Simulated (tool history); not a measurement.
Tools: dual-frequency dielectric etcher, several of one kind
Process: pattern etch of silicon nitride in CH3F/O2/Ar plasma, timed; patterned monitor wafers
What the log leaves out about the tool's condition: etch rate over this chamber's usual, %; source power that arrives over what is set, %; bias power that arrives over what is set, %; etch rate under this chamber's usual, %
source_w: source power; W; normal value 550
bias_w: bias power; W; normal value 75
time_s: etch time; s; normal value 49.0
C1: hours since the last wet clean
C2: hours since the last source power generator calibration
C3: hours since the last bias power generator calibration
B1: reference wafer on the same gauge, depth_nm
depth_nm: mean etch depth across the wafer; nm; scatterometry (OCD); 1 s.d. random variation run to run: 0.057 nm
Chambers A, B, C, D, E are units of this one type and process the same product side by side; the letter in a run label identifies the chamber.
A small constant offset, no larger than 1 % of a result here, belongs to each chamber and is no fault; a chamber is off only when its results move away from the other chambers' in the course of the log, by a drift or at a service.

run 1B hour=3.9 | source_w=550 bias_w=75 time_s=49.0 | C1=478.1 C2=652.8 C3=118.6 | B1=36.893 | depth_nm=39.012
run 2C hour=6.8 | source_w=550 bias_w=75 time_s=49.0 | C1=451.9 C2=808.3 C3=165.2 | B1=36.879 | depth_nm=39.467
run 3D hour=9.2 | source_w=550 bias_w=75 time_s=49.0 | C1=404.6 C2=189.8 C3=1260.5 | B1=36.882 | depth_nm=39.342
run 4E hour=13.9 | source_w=550 bias_w=75 time_s=49.0 | C1=100.0 C2=474.6 C3=1919.9 | B1=36.872 | depth_nm=39.121
run 5A hour=18.8 | source_w=550 bias_w=75 time_s=49.0 | C1=260.1 C2=1147.4 C3=1251.6 | B1=36.875 | depth_nm=39.388
run 6E hour=23.7 | source_w=550 bias_w=75 time_s=49.0 | C1=109.8 C2=484.4 C3=1929.7 | B1=36.860 | depth_nm=39.211
run 7A hour=27.2 | source_w=620 bias_w=75 time_s=61.5 | C1=268.5 C2=1155.8 C3=1260.0 | B1=36.856 | depth_nm=51.752
run 8B hour=30.5 | source_w=620 bias_w=75 time_s=61.5 | C1=504.7 C2=679.4 C3=145.2 | B1=36.854 | depth_nm=50.975
run 9D hour=35.5 | source_w=620 bias_w=75 time_s=61.5 | C1=430.9 C2=216.1 C3=1286.8 | B1=36.849 | depth_nm=51.704
run 10C hour=38.9 | source_w=620 bias_w=75 time_s=61.5 | C1=484.0 C2=840.4 C3=197.3 | B1=36.841 | depth_nm=51.749
run 11A hour=43.5 | source_w=620 bias_w=75 time_s=61.5 | C1=284.8 C2=1172.1 C3=1276.3 | B1=36.839 | depth_nm=51.633
-- hour=46.4 chamber D: wet clean of the chamber
run 12D hour=48.2 | source_w=550 bias_w=75 time_s=49.0 | C1=1.8 C2=228.8 C3=1299.5 | B1=36.823 | depth_nm=39.296
run 13B hour=50.8 | source_w=550 bias_w=75 time_s=49.0 | C1=525.0 C2=699.7 C3=165.5 | B1=36.833 | depth_nm=38.921
run 14E hour=53.4 | source_w=620 bias_w=75 time_s=58.5 | C1=139.5 C2=514.1 C3=1959.4 | B1=36.821 | depth_nm=48.953
run 15C hour=56.9 | source_w=620 bias_w=75 time_s=58.5 | C1=502.0 C2=858.4 C3=215.3 | B1=36.824 | depth_nm=49.274
run 16A hour=60.7 | source_w=620 bias_w=75 time_s=58.5 | C1=302.0 C2=1189.3 C3=1293.5 | B1=36.813 | depth_nm=49.100
run 17E hour=65.4 | source_w=620 bias_w=75 time_s=58.5 | C1=151.5 C2=526.1 C3=1971.4 | B1=36.830 | depth_nm=48.985
run 18D hour=69.9 | source_w=620 bias_w=75 time_s=58.5 | C1=23.5 C2=250.5 C3=1321.2 | B1=36.808 | depth_nm=49.213
run 19B hour=73.7 | source_w=550 bias_w=75 time_s=49.0 | C1=547.9 C2=722.6 C3=188.4 | B1=36.815 | depth_nm=38.904
run 20C hour=78.6 | source_w=550 bias_w=75 time_s=49.0 | C1=523.7 C2=880.1 C3=237.0 | B1=36.796 | depth_nm=39.506
-- hour=78.8 chamber A: wet clean of the chamber
run 21C hour=82.6 | source_w=550 bias_w=75 time_s=49.0 | C1=527.7 C2=884.1 C3=241.0 | B1=36.779 | depth_nm=39.249
run 22A hour=85.9 | source_w=550 bias_w=75 time_s=49.0 | C1=7.1 C2=1214.5 C3=1318.7 | B1=36.784 | depth_nm=39.133
run 23B hour=88.9 | source_w=600 bias_w=75 time_s=37.5 | C1=563.1 C2=737.8 C3=203.6 | B1=36.768 | depth_nm=30.669
run 24D hour=91.3 | source_w=600 bias_w=75 time_s=37.5 | C1=44.9 C2=271.9 C3=1342.6 | B1=36.774 | depth_nm=31.105
run 25E hour=93.9 | source_w=600 bias_w=75 time_s=37.5 | C1=180.0 C2=554.6 C3=1999.9 | B1=36.787 | depth_nm=30.934
run 26A hour=98.8 | source_w=600 bias_w=75 time_s=37.5 | C1=20.0 C2=1227.4 C3=1331.6 | B1=36.774 | depth_nm=31.016
-- hour=100.8 chamber C: wet clean of the chamber
run 27C hour=101.1 | source_w=600 bias_w=75 time_s=37.5 | C1=0.3 C2=902.6 C3=259.5 | B1=36.760 | depth_nm=31.161
run 28B hour=104.2 | source_w=550 bias_w=75 time_s=49.0 | C1=578.4 C2=753.1 C3=218.9 | B1=36.755 | depth_nm=38.832
run 29E hour=107.6 | source_w=550 bias_w=75 time_s=49.0 | C1=193.7 C2=568.3 C3=2013.6 | B1=36.753 | depth_nm=39.047
run 30D hour=110.7 | source_w=550 bias_w=75 time_s=49.0 | C1=64.3 C2=291.3 C3=1362.0 | B1=36.748 | depth_nm=39.235
run 31C hour=113.2 | source_w=550 bias_w=75 time_s=49.0 | C1=12.4 C2=914.7 C3=271.6 | B1=36.754 | depth_nm=39.272
run 32A hour=116.8 | source_w=550 bias_w=75 time_s=49.0 | C1=38.0 C2=1245.4 C3=1349.6 | B1=36.731 | depth_nm=39.192
run 33D hour=121.3 | source_w=550 bias_w=75 time_s=49.0 | C1=74.9 C2=301.9 C3=1372.6 | B1=36.735 | depth_nm=39.277
run 34B hour=124.7 | source_w=550 bias_w=75 time_s=49.0 | C1=598.9 C2=773.6 C3=239.4 | B1=36.724 | depth_nm=38.821
-- hour=124.9 chamber B: wet clean of the chamber
run 35E hour=128.0 | source_w=550 bias_w=75 time_s=49.0 | C1=214.1 C2=588.7 C3=2034.0 | B1=36.730 | depth_nm=39.020
run 36D hour=132.0 | source_w=490 bias_w=75 time_s=49.0 | C1=85.6 C2=312.6 C3=1383.3 | B1=36.730 | depth_nm=37.543
run 37B hour=135.0 | source_w=490 bias_w=75 time_s=49.0 | C1=10.2 C2=783.9 C3=249.7 | B1=36.713 | depth_nm=37.263
run 38E hour=139.7 | source_w=490 bias_w=75 time_s=49.0 | C1=225.8 C2=600.4 C3=2045.7 | B1=36.725 | depth_nm=37.427
run 39A hour=141.9 | source_w=490 bias_w=75 time_s=49.0 | C1=63.1 C2=1270.5 C3=1374.7 | B1=36.705 | depth_nm=37.376
run 40C hour=146.1 | source_w=490 bias_w=75 time_s=49.0 | C1=45.3 C2=947.6 C3=304.5 | B1=36.705 | depth_nm=37.544
run 41D hour=150.8 | source_w=550 bias_w=75 time_s=49.0 | C1=104.4 C2=331.4 C3=1402.1 | B1=36.708 | depth_nm=39.124
run 42C hour=153.4 | source_w=550 bias_w=75 time_s=49.0 | C1=52.6 C2=954.9 C3=311.8 | B1=36.694 | depth_nm=39.285
run 43E hour=156.4 | source_w=550 bias_w=75 time_s=55.0 | C1=242.5 C2=617.1 C3=2062.4 | B1=36.684 | depth_nm=43.800
run 44A hour=160.9 | source_w=550 bias_w=75 time_s=55.0 | C1=82.1 C2=1289.5 C3=1393.7 | B1=36.705 | depth_nm=43.891

Has any chamber moved away from the others, gradually or after a service, or does the common gauge drift, or do the chambers differ only by their own small steady offsets? State the chamber and the most likely cause if one applies.

No chamber is off; the gauge reading every chamber's wafers drifts, which makes the whole fleet appear to move together.
Most likely cause: gauge reads low (%) = 0.594.

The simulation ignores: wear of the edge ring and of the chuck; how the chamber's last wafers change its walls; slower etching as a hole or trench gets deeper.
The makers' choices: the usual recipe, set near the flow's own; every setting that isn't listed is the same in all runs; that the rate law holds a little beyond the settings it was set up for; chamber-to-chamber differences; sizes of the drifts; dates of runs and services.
